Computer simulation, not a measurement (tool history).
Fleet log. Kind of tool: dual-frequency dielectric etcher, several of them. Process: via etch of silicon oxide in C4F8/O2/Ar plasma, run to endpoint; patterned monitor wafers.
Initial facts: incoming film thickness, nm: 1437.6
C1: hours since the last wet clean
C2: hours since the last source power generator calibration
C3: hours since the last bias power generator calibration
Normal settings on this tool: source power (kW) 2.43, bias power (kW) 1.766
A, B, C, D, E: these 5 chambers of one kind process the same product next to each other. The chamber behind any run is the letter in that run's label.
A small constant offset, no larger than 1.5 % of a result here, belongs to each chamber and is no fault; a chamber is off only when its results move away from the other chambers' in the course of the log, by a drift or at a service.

{"run": "1A", "hour": 11.0, "source power (kW)": 2.43, "bias power (kW)": 1.766, "C1": 528.7, "C2": 1036.7, "C3": 509.2, "endpoint time (s)": 272.06}
{"run": "2C", "hour": 21.1, "source power (kW)": 2.43, "bias power (kW)": 1.766, "C1": 403.9, "C2": 3213.5, "C3": 3431.8, "endpoint time (s)": 272.03}
{"run": "3D", "hour": 28.2, "source power (kW)": 2.43, "bias power (kW)": 1.766, "C1": 332, "C2": 512.3, "C3": 733.5, "endpoint time (s)": 270.46}
{"run": "4B", "hour": 40.4, "source power (kW)": 2.43, "bias power (kW)": 1.766, "C1": 145.5, "C2": 1525.6, "C3": 359.8, "endpoint time (s)": 269.34}
{"hour": 46.4, "done": "chamber E: source power generator calibrated"}
{"run": "5E", "hour": 47.9, "source power (kW)": 2.43, "bias power (kW)": 1.766, "C1": 266, "C2": 1.5, "C3": 3700.6, "endpoint time (s)": 267.36}
{"hour": 48.6, "done": "chamber A: wet clean of the chamber"}
{"run": "6E", "hour": 60.8, "source power (kW)": 2.43, "bias power (kW)": 1.766, "C1": 278.9, "C2": 14.4, "C3": 3713.5, "endpoint time (s)": 266.11}
{"run": "7B", "hour": 67.8, "source power (kW)": 2.43, "bias power (kW)": 1.766, "C1": 172.9, "C2": 1553, "C3": 387.2, "endpoint time (s)": 268.96}
{"run": "8A", "hour": 74.4, "source power (kW)": 2.43, "bias power (kW)": 1.766, "C1": 25.9, "C2": 1100.1, "C3": 572.6, "endpoint time (s)": 272.7}
{"run": "9C", "hour": 85.5, "source power (kW)": 2.43, "bias power (kW)": 1.766, "C1": 468.3, "C2": 3277.9, "C3": 3496.2, "endpoint time (s)": 271.93}
{"run": "10D", "hour": 97.9, "source power (kW)": 2.43, "bias power (kW)": 1.766, "C1": 401.7, "C2": 582, "C3": 803.2, "endpoint time (s)": 267.93}
{"hour": 105.5, "done": "chamber C: wet clean of the chamber"}
{"run": "11D", "hour": 105.6, "source power (kW)": 2.43, "bias power (kW)": 1.766, "C1": 409.4, "C2": 589.7, "C3": 810.9, "endpoint time (s)": 268.13}
{"run": "12B", "hour": 116.9, "source power (kW)": 2.43, "bias power (kW)": 1.766, "C1": 222, "C2": 1602.1, "C3": 436.3, "endpoint time (s)": 268.97}
{"run": "13E", "hour": 129.1, "source power (kW)": 2.87, "bias power (kW)": 2.048, "C1": 347.2, "C2": 82.7, "C3": 3781.8, "endpoint time (s)": 238.35}
{"run": "14A", "hour": 142.7, "source power (kW)": 2.87, "bias power (kW)": 2.048, "C1": 94.2, "C2": 1168.4, "C3": 640.9, "endpoint time (s)": 246.61}
{"run": "15C", "hour": 151.4, "source power (kW)": 2.87, "bias power (kW)": 2.048, "C1": 45.9, "C2": 3343.8, "C3": 3562.1, "endpoint time (s)": 244.1}
{"run": "16A", "hour": 160.8, "source power (kW)": 2.87, "bias power (kW)": 2.048, "C1": 112.3, "C2": 1186.5, "C3": 659, "endpoint time (s)": 243.66}
{"run": "17B", "hour": 173.5, "source power (kW)": 2.87, "bias power (kW)": 2.048, "C1": 278.6, "C2": 1658.7, "C3": 492.9, "endpoint time (s)": 242.26}
{"run": "18D", "hour": 185.3, "source power (kW)": 2.43, "bias power (kW)": 1.766, "C1": 489.1, "C2": 669.4, "C3": 890.6, "endpoint time (s)": 263.13}
{"run": "19E", "hour": 195.8, "source power (kW)": 2.43, "bias power (kW)": 1.766, "C1": 413.9, "C2": 149.4, "C3": 3848.5, "endpoint time (s)": 267.98}
{"run": "20C", "hour": 202.8, "source power (kW)": 2.43, "bias power (kW)": 1.766, "C1": 97.3, "C2": 3395.2, "C3": 3613.5, "endpoint time (s)": 272.79}
{"run": "21B", "hour": 210.2, "source power (kW)": 2.43, "bias power (kW)": 1.766, "C1": 315.3, "C2": 1695.4, "C3": 529.6, "endpoint time (s)": 269.99}
{"hour": 212.0, "done": "chamber E: bias power generator calibrated"}
{"run": "22D", "hour": 223.3, "source power (kW)": 2.43, "bias power (kW)": 1.766, "C1": 527.1, "C2": 707.4, "C3": 928.6, "endpoint time (s)": 262.36}
{"hour": 234.6, "done": "chamber E: wet clean of the chamber"}
{"run": "23C", "hour": 234.7, "source power (kW)": 2.43, "bias power (kW)": 1.766, "C1": 129.2, "C2": 3427.1, "C3": 3645.4, "endpoint time (s)": 273.47}
{"run": "24E", "hour": 245.9, "source power (kW)": 2.43, "bias power (kW)": 1.766, "C1": 11.3, "C2": 199.5, "C3": 34, "endpoint time (s)": 269.39}
{"run": "25A", "hour": 254.1, "source power (kW)": 2.43, "bias power (kW)": 1.766, "C1": 205.6, "C2": 1279.8, "C3": 752.3, "endpoint time (s)": 271.88}
{"run": "26E", "hour": 263.4, "source power (kW)": 2.11, "bias power (kW)": 1.766, "C1": 28.8, "C2": 217, "C3": 51.5, "endpoint time (s)": 283.78}
{"hour": 275.6, "done": "chamber B: wet clean of the chamber"}
{"run": "27B", "hour": 277.2, "source power (kW)": 2.11, "bias power (kW)": 1.766, "C1": 1.6, "C2": 1762.4, "C3": 596.6, "endpoint time (s)": 286.21}
{"run": "28D", "hour": 286.9, "source power (kW)": 2.11, "bias power (kW)": 1.766, "C1": 590.7, "C2": 771, "C3": 992.2, "endpoint time (s)": 277.25}
{"run": "29C", "hour": 294.6, "source power (kW)": 2.11, "bias power (kW)": 1.766, "C1": 189.1, "C2": 3487, "C3": 3705.3, "endpoint time (s)": 288.71}
{"run": "30A", "hour": 308.1, "source power (kW)": 2.11, "bias power (kW)": 1.766, "C1": 259.6, "C2": 1333.8, "C3": 806.3, "endpoint time (s)": 285.98}
{"run": "31B", "hour": 318.1, "source power (kW)": 2.43, "bias power (kW)": 1.766, "C1": 42.5, "C2": 1803.3, "C3": 637.5, "endpoint time (s)": 270.55}
{"run": "32C", "hour": 327.1, "source power (kW)": 2.43, "bias power (kW)": 1.766, "C1": 221.6, "C2": 3519.5, "C3": 3737.8, "endpoint time (s)": 272.22}
{"run": "33A", "hour": 335.0, "source power (kW)": 2.43, "bias power (kW)": 1.766, "C1": 286.5, "C2": 1360.7, "C3": 833.2, "endpoint time (s)": 272.6}

Is one chamber out of step, is the gauge drifting, or do the chambers differ by no more than their own small offsets? For an off chamber, give its letter and the likeliest cause.

It is chamber D that slowly wanders off from its peers.
Most likely cause: etch rate over this chamber's usual, % = 4.29.

Here are 4 candidates for chamber D's next run, each the usual settings with a change, their results left as question marks. Which one brings its results back in line with what the others give on the usual settings?
A result is in line if it is within this distance of the other chambers' mean on the usual settings: endpoint time (s) 3.3
{"run": "34D-1", "hour": 345.4, "source power (kW)": 2.09, "bias power (kW)": 1.604, "endpoint time (s)": "?"}
{"run": "34D-2", "hour": 345.4, "source power (kW)": 2.71, "bias power (kW)": 1.766, "endpoint time (s)": "?"}
{"run": "34D-3", "hour": 345.4, "source power (kW)": 2.43, "bias power (kW)": 1.461, "endpoint time (s)": "?"}
{"run": "34D-4", "hour": 345.4, "source power (kW)": 2.82, "bias power (kW)": 1.951, "endpoint time (s)": "?"}

What the other chambers average on the usual settings: endpoint time (s) 270.99
run=34D-1 endpoint_time_(s)=282.19
run=34D-2 endpoint_time_(s)=247.21
run=34D-3 endpoint_time_(s)=271.75
run=34D-4 endpoint_time_(s)=236.75
34D-3 is the one that brings the chamber's results back in line with the other chambers.

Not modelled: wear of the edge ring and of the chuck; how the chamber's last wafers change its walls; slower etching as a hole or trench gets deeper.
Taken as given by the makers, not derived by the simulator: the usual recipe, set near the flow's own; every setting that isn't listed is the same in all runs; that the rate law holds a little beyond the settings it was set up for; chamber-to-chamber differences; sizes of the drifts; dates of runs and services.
